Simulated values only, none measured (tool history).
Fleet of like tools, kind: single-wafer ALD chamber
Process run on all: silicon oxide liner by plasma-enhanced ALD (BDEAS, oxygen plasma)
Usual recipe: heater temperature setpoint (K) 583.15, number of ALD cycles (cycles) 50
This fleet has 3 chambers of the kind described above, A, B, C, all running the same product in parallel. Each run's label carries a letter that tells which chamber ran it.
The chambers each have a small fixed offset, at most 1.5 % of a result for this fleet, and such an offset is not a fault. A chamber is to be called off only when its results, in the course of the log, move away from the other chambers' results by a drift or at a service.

run,hour,heater temperature setpoint (K),number of ALD cycles (cycles),"read-back reference wafer on the same gauge, thickness_nm",mean film thickness on the monitor wafer (nm)
1A,8.8,583.15,50,4.4501,4.5993
2B,22.2,583.15,50,4.4491,4.5439
3C,36.8,583.15,50,4.4556,4.5371
4B,50.7,583.15,50,4.4513,4.5338
5C,57.8,583.15,50,4.4467,4.5304
6A,67,583.15,50,4.4473,4.6418
7B,80.8,583.15,50,4.4472,4.5591
8A,93.2,583.15,50,4.447,4.6175
9C,103.9,574.15,50,4.45,4.6299
10B,115.7,574.15,50,4.4474,4.6396
11A,123.1,574.15,50,4.4544,4.6994
12C,136.5,583.15,50,4.4512,4.5289
13C,151.2,583.15,50,4.4529,4.5877
14B,167.2,583.15,50,4.4441,4.5788
15A,179,583.15,50,4.4558,4.6549
16A,192.9,583.15,50,4.4479,4.6763
17C,205.1,577.15,43,4.4493,3.9552
18B,221.3,577.15,43,4.447,3.9175
19B,232.6,577.15,43,4.4542,3.9628
20A,241.4,583.15,50,4.4515,4.6046
21C,255.4,583.15,50,4.4511,4.5568
22C,264.1,583.15,50,4.4474,4.5444
# hour 269.1: chamber B: thermocouple changed; heater temperature recalibrated
23B,278,583.15,50,4.4508,4.565
24A,289.2,583.15,50,4.4426,4.6319
25C,300.1,583.15,50,4.4484,4.5827
26A,309.7,583.15,50,4.4495,4.6361
27B,317.5,583.15,50,4.4541,4.5548
28C,330.1,583.15,50,4.447,4.5698

Is one chamber off against the others, does the gauge drift, or is nothing wrong? If a chamber is off, say which, and what the likeliest cause is.

Beyond each chamber's small constant offset nothing stands out, and the gauge stays steady.
